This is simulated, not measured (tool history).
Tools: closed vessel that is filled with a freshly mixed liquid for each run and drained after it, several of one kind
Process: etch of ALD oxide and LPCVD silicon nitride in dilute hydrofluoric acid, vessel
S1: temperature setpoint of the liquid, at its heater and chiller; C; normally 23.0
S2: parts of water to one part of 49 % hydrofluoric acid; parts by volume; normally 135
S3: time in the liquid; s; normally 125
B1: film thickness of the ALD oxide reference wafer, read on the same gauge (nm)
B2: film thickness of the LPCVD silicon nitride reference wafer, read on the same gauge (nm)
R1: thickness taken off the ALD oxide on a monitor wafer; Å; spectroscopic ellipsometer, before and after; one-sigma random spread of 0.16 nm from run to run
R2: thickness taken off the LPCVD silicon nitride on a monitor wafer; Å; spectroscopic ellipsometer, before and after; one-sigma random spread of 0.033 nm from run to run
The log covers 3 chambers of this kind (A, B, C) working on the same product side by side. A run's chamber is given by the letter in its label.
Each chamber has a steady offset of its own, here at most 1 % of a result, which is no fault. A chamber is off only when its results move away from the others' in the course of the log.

run 1C hour=9.5 | S1=23.0 S2=135 S3=125 | B1=79.999 B2=79.971 | R1=188.020 R2=4.6339
run 2A hour=16.7 | S1=23.0 S2=135 S3=125 | B1=79.991 B2=80.011 | R1=186.590 R2=3.7989
run 3B hour=24.8 | S1=23.0 S2=135 S3=125 | B1=80.013 B2=80.007 | R1=183.050 R2=4.0340
run 4B hour=36.7 | S1=23.0 S2=135 S3=125 | B1=79.983 B2=80.001 | R1=186.390 R2=4.1007
run 5A hour=45.4 | S1=23.0 S2=135 S3=125 | B1=80.005 B2=80.027 | R1=189.180 R2=4.0422
run 6C hour=59.7 | S1=23.0 S2=195 S3=170 | B1=80.074 B2=79.973 | R1=165.560 R2=3.5657
run 7A hour=66.6 | S1=23.0 S2=195 S3=170 | B1=79.978 B2=79.988 | R1=166.810 R2=4.2040
run 8B hour=77.5 | S1=23.0 S2=195 S3=170 | B1=79.999 B2=79.995 | R1=165.020 R2=4.0734
run 9C hour=84.5 | S1=23.0 S2=135 S3=125 | B1=79.977 B2=79.979 | R1=185.360 R2=4.3301
run 10A hour=92.5 | S1=23.0 S2=135 S3=60 | B1=79.995 B2=80.010 | R1=90.681 R2=2.2318
run 11C hour=104.3 | S1=23.0 S2=135 S3=60 | B1=80.059 B2=79.955 | R1=91.388 R2=2.0164
run 12B hour=111.1 | S1=23.0 S2=135 S3=60 | B1=80.025 B2=80.025 | R1=91.397 R2=1.9476
-- hour=123.2 chamber A: thermometer replaced
run 13A hour=124.6 | S1=23.0 S2=135 S3=125 | B1=80.015 B2=80.048 | R1=185.930 R2=4.8916
run 14C hour=137.4 | S1=23.0 S2=135 S3=125 | B1=80.048 B2=80.013 | R1=189.430 R2=4.7375
run 15B hour=145.1 | S1=26.5 S2=135 S3=165 | B1=80.010 B2=80.030 | R1=290.260 R2=7.9158
run 16C hour=157.9 | S1=26.5 S2=135 S3=165 | B1=79.974 B2=80.044 | R1=285.010 R2=6.5558
run 17B hour=171.7 | S1=26.5 S2=135 S3=165 | B1=80.046 B2=79.983 | R1=297.800 R2=7.8522
run 18A hour=182.3 | S1=23.0 S2=135 S3=125 | B1=80.013 B2=79.995 | R1=187.840 R2=4.5789
run 19A hour=192.8 | S1=23.0 S2=135 S3=125 | B1=80.009 B2=80.015 | R1=185.920 R2=4.0399
run 20B hour=206.9 | S1=23.0 S2=135 S3=125 | B1=80.019 B2=79.964 | R1=202.650 R2=4.8778

One chamber off, gauge drift, or nothing amiss beyond the chambers' own small offsets? If it is a chamber, which one, and what is the likeliest cause?

Chamber B drifts away from the others.
Most likely cause: liquid hotter than its thermometer reads (K) = 2.09.

Here are 4 candidates for chamber B's next run, each the usual settings with a change, their results left as question marks. Which one brings its results back in line with what the others give on the usual settings?
A result is in line if it is within this distance of the other chambers' mean on the usual settings: R1 5.800 Å; R2 1.2000 Å
run 21B-1 hour=217.7 | S1=25.0 S2=145 S3=135 | R1=? R2=?
run 21B-2 hour=217.7 | S1=18.5 S2=115 S3=105 | R1=? R2=?
run 21B-3 hour=217.7 | S1=21.0 S2=125 S3=115 | R1=? R2=?
run 21B-4 hour=217.7 | S1=27.5 S2=155 S3=145 | R1=? R2=?

Usual-settings mean across the other chambers: R1 187.680 Å; R2 4.2363 Å
run=21B-1 R1=217.260 R2=5.6401
run=21B-2 R1=171.180 R2=3.6082
run=21B-3 R1=188.540 R2=4.3029
run=21B-4 R1=236.340 R2=6.6190
21B-3 is the one that brings the chamber's results back in line with the other chambers.

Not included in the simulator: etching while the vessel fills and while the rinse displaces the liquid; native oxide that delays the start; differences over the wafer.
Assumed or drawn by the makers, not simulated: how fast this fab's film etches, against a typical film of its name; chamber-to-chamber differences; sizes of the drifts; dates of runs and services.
